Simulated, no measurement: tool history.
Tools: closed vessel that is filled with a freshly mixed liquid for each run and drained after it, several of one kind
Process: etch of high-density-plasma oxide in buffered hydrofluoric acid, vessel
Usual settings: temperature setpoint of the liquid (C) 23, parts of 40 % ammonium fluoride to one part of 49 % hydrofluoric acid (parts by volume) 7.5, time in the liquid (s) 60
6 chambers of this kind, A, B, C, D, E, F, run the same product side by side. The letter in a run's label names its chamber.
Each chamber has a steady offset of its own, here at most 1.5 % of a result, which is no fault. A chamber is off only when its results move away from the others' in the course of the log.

| run | hour | temperature setpoint of the liquid (C) | parts of 40 % ammonium fluoride to one part of 49 % hydrofluoric acid (parts by volume) | time in the liquid (s) | read-back film thickness of the high-density-plasma oxide reference wafer, read on the same gauge (nm) | thickness taken off the high-density-plasma oxide on a monitor wafer (nm) |
|---|---|---|---|---|---|---|
| 1E | 10.8 | 23 | 7.5 | 60 | 49.973 | 172.45 |
| 2C | 26 | 23 | 7.5 | 60 | 49.993 | 170.17 |
| 3D | 38.3 | 23 | 7.5 | 60 | 49.984 | 170.43 |
| 4F | 49 | 23 | 7.5 | 60 | 50.027 | 173.21 |
| 5B | 59.7 | 23 | 7.5 | 60 | 49.99 | 172.96 |
| 6A | 69.3 | 23 | 7.5 | 60 | 49.985 | 171.96 |
| 7B | 77.8 | 23 | 7.5 | 60 | 50.007 | 170.8 |
| 8D | 87.7 | 23 | 7.5 | 60 | 50.006 | 172.76 |
| 9F | 103 | 23 | 7.5 | 60 | 49.969 | 169.84 |
| 10E | 116.7 | 23 | 7.5 | 60 | 50.03 | 174.24 |
| 11C | 129.4 | 23 | 5 | 80 | 49.972 | 320.88 |
| 12A | 139.9 | 23 | 5 | 80 | 49.985 | 328.15 |
|  | 144.6 | chamber C: thermometer replaced |
| 13B | 148.4 | 23 | 5 | 80 | 49.986 | 321.65 |
| 14E | 164 | 23 | 5 | 80 | 49.971 | 326.18 |
| 15F | 178.9 | 23 | 5 | 80 | 50.019 | 323.12 |
| 16C | 187.4 | 23 | 5 | 80 | 49.999 | 317.83 |
| 17D | 203 | 23 | 7.5 | 60 | 49.982 | 174.12 |
| 18A | 218.8 | 20 | 7.5 | 50 | 49.97 | 123.73 |
| 19F | 231.8 | 20 | 7.5 | 50 | 50.01 | 122.09 |
| 20A | 247.9 | 20 | 7.5 | 50 | 49.969 | 121.38 |
| 21B | 256.4 | 20 | 7.5 | 50 | 49.995 | 120.77 |
| 22D | 270.9 | 20 | 7.5 | 50 | 49.998 | 122.58 |
| 23C | 280.2 | 20 | 7.5 | 50 | 50.01 | 114.77 |
| 24E | 289.5 | 23 | 7.5 | 60 | 49.985 | 171.42 |
| 25A | 301.6 | 23 | 7.5 | 60 | 50.015 | 175.76 |
| 26B | 312.8 | 23 | 7.5 | 60 | 50.016 | 170.1 |
| 27E | 327.8 | 23 | 7.5 | 60 | 49.975 | 171.77 |
| 28F | 335.1 | 23 | 7.5 | 60 | 49.971 | 170.77 |
| 29C | 342.3 | 23 | 7.5 | 60 | 49.993 | 156.78 |
| 30D | 354.3 | 23 | 7.5 | 60 | 49.994 | 171.08 |
| 31C | 368.8 | 23 | 7.5 | 40 | 49.971 | 104.41 |
| 32F | 380.2 | 23 | 7.5 | 40 | 50.015 | 113.29 |
| 33E | 389.9 | 23 | 7.5 | 40 | 50.009 | 114.85 |
| 34A | 400.9 | 23 | 7.5 | 40 | 49.994 | 116.8 |
| 35B | 410 | 23 | 7.5 | 40 | 49.986 | 114.45 |
| 36D | 417.4 | 23 | 7.5 | 40 | 49.978 | 113.64 |
| 37B | 428.8 | 23 | 7.5 | 60 | 49.975 | 170.75 |

What goes on in this fleet: one chamber off, a drifting gauge, or nothing beyond the chambers' own small offsets? Name the chamber and the cause, if any.

Chamber C drifts away from the others.
Cause: hydrofluoric acid flow below the setpoint (%) = 9.27.

Here are 4 candidates for chamber C's next run, each the usual settings with a change, their results left as question marks. Which one brings its results back in line with what the others give on the usual settings?
In line means no further than this from the other chambers' mean on the usual settings: thickness taken off the high-density-plasma oxide on a monitor wafer (nm) 5.4
| 38C-1 | 440.4 | 24 | 7.5 | 70 |  | ? |
| 38C-2 | 440.4 | 23 | 8.5 | 60 |  | ? |
| 38C-3 | 440.4 | 23.5 | 7.5 | 65 |  | ? |
| 38C-4 | 440.4 | 22.5 | 7.5 | 50 |  | ? |

The other chambers' mean on the usual settings: thickness taken off the high-density-plasma oxide on a monitor wafer (nm) 172.25
| run | thickness taken off the high-density-plasma oxide on a monitor wafer (nm) |
|---|---|
| 38C-1 | 188.44 |
| 38C-2 | 136.02 |
| 38C-3 | 170.27 |
| 38C-4 | 124.06 |
38C-3 brings the chamber back in line.
